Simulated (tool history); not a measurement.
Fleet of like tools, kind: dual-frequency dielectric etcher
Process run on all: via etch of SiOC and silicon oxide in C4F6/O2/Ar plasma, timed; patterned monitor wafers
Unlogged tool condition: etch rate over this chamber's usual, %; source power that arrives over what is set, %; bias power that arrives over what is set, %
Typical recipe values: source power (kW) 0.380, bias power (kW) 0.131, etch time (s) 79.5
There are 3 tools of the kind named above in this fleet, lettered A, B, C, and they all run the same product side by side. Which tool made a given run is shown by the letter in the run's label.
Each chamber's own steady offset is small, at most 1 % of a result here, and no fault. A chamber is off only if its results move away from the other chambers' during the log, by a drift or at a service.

run,hour,source power (kW),bias power (kW),etch time (s),hours since the last wet clean,hours since the last source power generator calibration,hours since the last bias power generator calibration,"read-back reference wafer on the same gauge, depth_nm",mean etch depth across the wafer (Å)
1A,6.8,0.380,0.131,79.5,294.9,1166.3,1271.7,86.585,792.68
2B,10.9,0.380,0.131,79.5,184.9,323.9,1307.2,86.566,796.13
3C,18.6,0.380,0.131,79.5,306.4,1462.8,675.0,86.517,800.70
4C,25.5,0.380,0.131,79.5,313.3,1469.7,681.9,86.528,795.50
5B,31.7,0.380,0.131,79.5,205.7,344.7,1328.0,86.506,795.15
6A,35.4,0.380,0.131,79.5,323.5,1194.9,1300.3,86.491,791.32
7A,41.5,0.380,0.131,79.5,329.6,1201.0,1306.4,86.457,789.55
8B,46.7,0.380,0.131,79.5,220.7,359.7,1343.0,86.454,793.34
9C,52.5,0.380,0.131,79.5,340.3,1496.7,708.9,86.425,799.28
10B,56.3,0.380,0.131,79.5,230.3,369.3,1352.6,86.392,794.44
11A,63.7,0.380,0.131,79.5,351.8,1223.2,1328.6,86.371,788.59
# hour 66.5: chamber A: wet clean of the chamber
12C,68.4,0.380,0.131,79.5,356.2,1512.6,724.8,86.352,794.30
13C,75.3,0.380,0.131,79.5,363.1,1519.5,731.7,86.324,794.99
14A,79.9,0.380,0.131,79.5,13.5,1239.4,1344.8,86.304,789.55
15B,86.0,0.380,0.131,79.5,260.0,399.0,1382.3,86.317,791.86
16A,91.0,0.380,0.131,79.5,24.6,1250.5,1355.9,86.284,786.39
17B,95.7,0.380,0.131,79.5,269.7,408.7,1392.0,86.255,793.15
18C,100.0,0.380,0.131,79.5,387.8,1544.2,756.4,86.242,794.35
19B,105.8,0.380,0.131,79.5,279.8,418.8,1402.1,86.271,792.57
20A,110.8,0.380,0.131,79.5,44.4,1270.3,1375.7,86.205,787.01
21C,118.5,0.380,0.131,79.5,406.3,1562.7,774.9,86.187,797.13
22C,123.9,0.380,0.131,79.5,411.7,1568.1,780.3,86.181,795.73
23A,131.9,0.380,0.131,102.5,65.5,1291.4,1396.8,86.141,1012.70
24B,137.8,0.380,0.131,102.5,311.8,450.8,1434.1,86.116,1019.00

Predict what each chamber gives when all 3 of them run the settings below next.
25A,143.6,0.380,0.131,92.5,,,,,?
25B,143.6,0.380,0.131,92.5,,,,,?
25C,143.6,0.380,0.131,92.5,,,,,?

run,mean etch depth across the wafer (Å)
25A,913.19
25B,916.31
25C,925.35
